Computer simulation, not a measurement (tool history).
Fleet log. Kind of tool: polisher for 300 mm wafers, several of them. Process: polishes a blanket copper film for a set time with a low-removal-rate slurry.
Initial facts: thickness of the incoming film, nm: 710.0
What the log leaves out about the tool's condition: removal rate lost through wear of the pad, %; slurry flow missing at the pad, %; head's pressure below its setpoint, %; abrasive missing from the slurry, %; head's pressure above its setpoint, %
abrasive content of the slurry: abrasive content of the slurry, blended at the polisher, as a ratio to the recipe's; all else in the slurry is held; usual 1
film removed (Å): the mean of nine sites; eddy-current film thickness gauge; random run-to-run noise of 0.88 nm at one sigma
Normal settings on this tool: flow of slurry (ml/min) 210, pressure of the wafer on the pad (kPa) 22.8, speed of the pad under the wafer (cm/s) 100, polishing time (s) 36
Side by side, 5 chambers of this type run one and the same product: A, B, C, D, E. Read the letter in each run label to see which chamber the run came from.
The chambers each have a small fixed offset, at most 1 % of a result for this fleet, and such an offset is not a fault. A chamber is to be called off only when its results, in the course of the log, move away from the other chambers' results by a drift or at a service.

run   hour  flow of slurry (ml/min)  pressure of the wafer on the pad (kPa)  speed of the pad under the wafer (cm/s)  abrasive content of the slurry  polishing time (s)  wafers polished on this pad  hours since the slurry nozzle was cleaned  hours since the head pressure was calibrated  hours since the slurry blender was calibrated  film removed (Å)
 1C   11.0                      210                                    22.8                                      100                               1                  36                          465                                      241.0                                         162.3                                          142.4            984.69
      13.2  -- chamber B: slurry blender recalibrated
      15.3  -- chamber B: worn pad replaced by a new one
 2B   18.0                      210                                    22.8                                      100                               1                  36                           36                                      691.0                                        1124.6                                            4.8            966.12
      21.1  -- chamber E: worn pad replaced by a new one
 3E   25.5                      210                                    22.8                                      100                               1                  36                           60                                      323.3                                         445.3                                          154.7            956.86
 4A   34.1                      210                                    22.8                                      100                               1                  36                          643                                      308.9                                         593.4                                          124.3            977.23
      39.9  -- chamber D: worn pad replaced by a new one
 5D   41.5                      210                                    22.8                                      100                               1                  36                           21                                      161.4                                         732.5                                           93.0            977.55
      44.7  -- chamber A: worn pad replaced by a new one
      48.7  -- chamber E: slurry blender recalibrated
 6A   51.5                      210                                    22.8                                      100                               1                  36                           92                                      326.3                                         610.8                                          141.7            990.80
 7C   59.9                      210                                    22.8                                      100                               1                  36                         1121                                      289.9                                         211.2                                          191.3            988.12
      63.9  -- chamber C: worn pad replaced by a new one
 8B   66.8                      210                                    22.8                                      100                               1                  36                          691                                      739.8                                        1173.4                                           53.6            973.00
      77.2  -- chamber B: worn pad replaced by a new one
 9D   77.9                      210                                    22.8                                      100                               1                  36                          510                                      197.8                                         768.9                                          129.4            961.50
      82.8  -- chamber E: slurry nozzle cleaned
10E   87.2                      210                                    18.6                                      100                               1                  36                          887                                        4.5                                         507.0                                           38.6            805.90
      88.0  -- chamber E: worn pad replaced by a new one
      90.2  -- chamber B: slurry nozzle cleaned
      94.7  -- chamber D: worn pad replaced by a new one
11E   97.7                      210                                    18.6                                      100                               1                  36                          130                                       15.0                                         517.5                                           49.1            809.02
     103.5  -- chamber A: worn pad replaced by a new one
12D  105.8                      210                                    18.6                                      100                               1                  36                          149                                      225.7                                         796.8                                          157.3            795.40
13A  116.4                      210                                    18.6                                      100                               1                  36                          174                                      391.2                                         675.7                                          206.6            803.01
     117.5  -- chamber B: slurry blender recalibrated
     125.1  -- chamber A: head pressure recalibrated
14C  126.4                      210                                    18.6                                      100                               1                  36                          838                                      356.4                                         277.7                                          257.8            801.17
     126.6  -- chamber B: head pressure recalibrated
15B  133.2                      210                                    22.8                                      100                               1                  36                          752                                       43.0                                           6.7                                           15.8            985.63
16D  142.2                      210                                    22.8                                      100                               1                  36                          637                                      262.1                                         833.2                                          193.7            979.09
     146.9  -- chamber C: worn pad replaced by a new one
     146.9  -- chamber D: head pressure recalibrated
17B  146.9                      210                                    22.8                                      100                               1                  36                          936                                       56.7                                          20.4                                           29.5            978.11
     147.9  -- chamber B: worn pad replaced by a new one
     153.1  -- chamber D: slurry nozzle cleaned
     153.6  -- chamber D: worn pad replaced by a new one
18A  154.9                      210                                    22.8                                      100                               1                  36                          690                                      429.7                                          29.9                                          245.1            882.22
19E  165.3                      210                                    22.8                                       82                               1                  41                         1037                                       82.6                                         585.1                                          116.7            909.31
     166.4  -- chamber E: worn pad replaced by a new one
     169.2  -- chamber A: worn pad replaced by a new one
20C  176.0                      210                                    22.8                                       82                               1                  41                          390                                      406.0                                         327.3                                          307.4            919.38
21B  183.0                      210                                    22.8                                       82                               1                  41                          472                                       92.8                                          56.5                                           65.6            911.06
22A  188.0                      210                                    22.8                                       82                               1                  41                          252                                      462.8                                          63.0                                          278.2            840.21
23C  195.7                      210                                    22.8                                       82                               1                  41                          655                                      425.7                                         347.0                                          327.1            912.76
24E  201.5                      210                                    29.6                                      100                               1                  36                          471                                      118.8                                         621.3                                          152.9           1267.90
     207.7  -- chamber D: worn pad replaced by a new one
25D  210.7                      210                                    29.6                                      100                               1                  36                           40                                       57.6                                          63.8                                          262.2           1280.90
     213.2  -- chamber B: worn pad replaced by a new one
     213.4  -- chamber C: worn pad replaced by a new one
26B  221.6                      210                                    29.6                                      100                               1                  36                          113                                      131.4                                          95.1                                          104.2           1260.20
27C  226.8                      210                                    29.6                                      100                               1                  36                          179                                      456.8                                         378.1                                          358.2           1281.30
     231.5  -- chamber A: worn pad replaced by a new one
28D  231.8                      210                                    29.6                                      100                               1                  36                          323                                       78.7                                          84.9                                          283.3           1270.10
29A  238.8                      210                                    22.8                                      100                               1                  36                           98                                      513.6                                         113.8                                          329.0            879.16
     240.8  -- chamber B: slurry blender recalibrated
     247.2  -- chamber E: slurry blender recalibrated
     247.8  -- chamber E: worn pad replaced by a new one
30E  248.5                      210                                    22.8                                      100                               1                  36                           10                                      165.8                                         668.3                                            1.3            968.61
     252.9  -- chamber A: slurry blender recalibrated
31C  254.5                      210                                    22.8                                      100                               1                  36                          551                                      484.5                                         405.8                                          385.9            974.65
32B  262.5                      210                                    22.8                                      100                               1                  36                          662                                      172.3                                         136.0                                           21.8            970.78
     264.4  -- chamber D: slurry blender recalibrated
     270.7  -- chamber D: worn pad replaced by a new one
33D  272.8                      210                                    22.8                                      100                               1                  36                           28                                      119.7                                         125.9                                            8.5            968.99
34A  279.5                      210                                    22.8                                      100                               1                  36                          644                                      554.3                                         154.5                                           26.6            909.92

Is one chamber off against the others, does the gauge drift, or is nothing wrong? If a chamber is off, say which, and what the likeliest cause is.

The work done on chamber A during a service left it standing apart from the others.
Most likely cause: head's pressure below its setpoint, % = 9.38.

Here are 4 candidates for chamber A's next run, each the usual settings with a change, their results left as question marks. Which one brings its results back in line with what the others give on the usual settings?
Allowed miss from the other chambers' usual-settings mean, per result, to count as in line: film removed (Å) 31.00
35A-1  287.4                      265                                    22.8                                      100                               1                  36                                                                                                                                                                                      ?
35A-2  287.4                      210                                    22.8                                       96                               1                  36                                                                                                                                                                                      ?
35A-3  287.4                      210                                    22.1                                       98                               1                  35                                                                                                                                                                                      ?
35A-4  287.4                      210                                    23.4                                      104                               1                  37                                                                                                                                                                                      ?

Usual-settings mean across the other chambers: film removed (Å) 973.57
  run  film removed (Å)
35A-1            910.92
35A-2            851.34
35A-3            819.43
35A-4            977.99
35A-4 is the one that brings the chamber's results back in line with the other chambers.
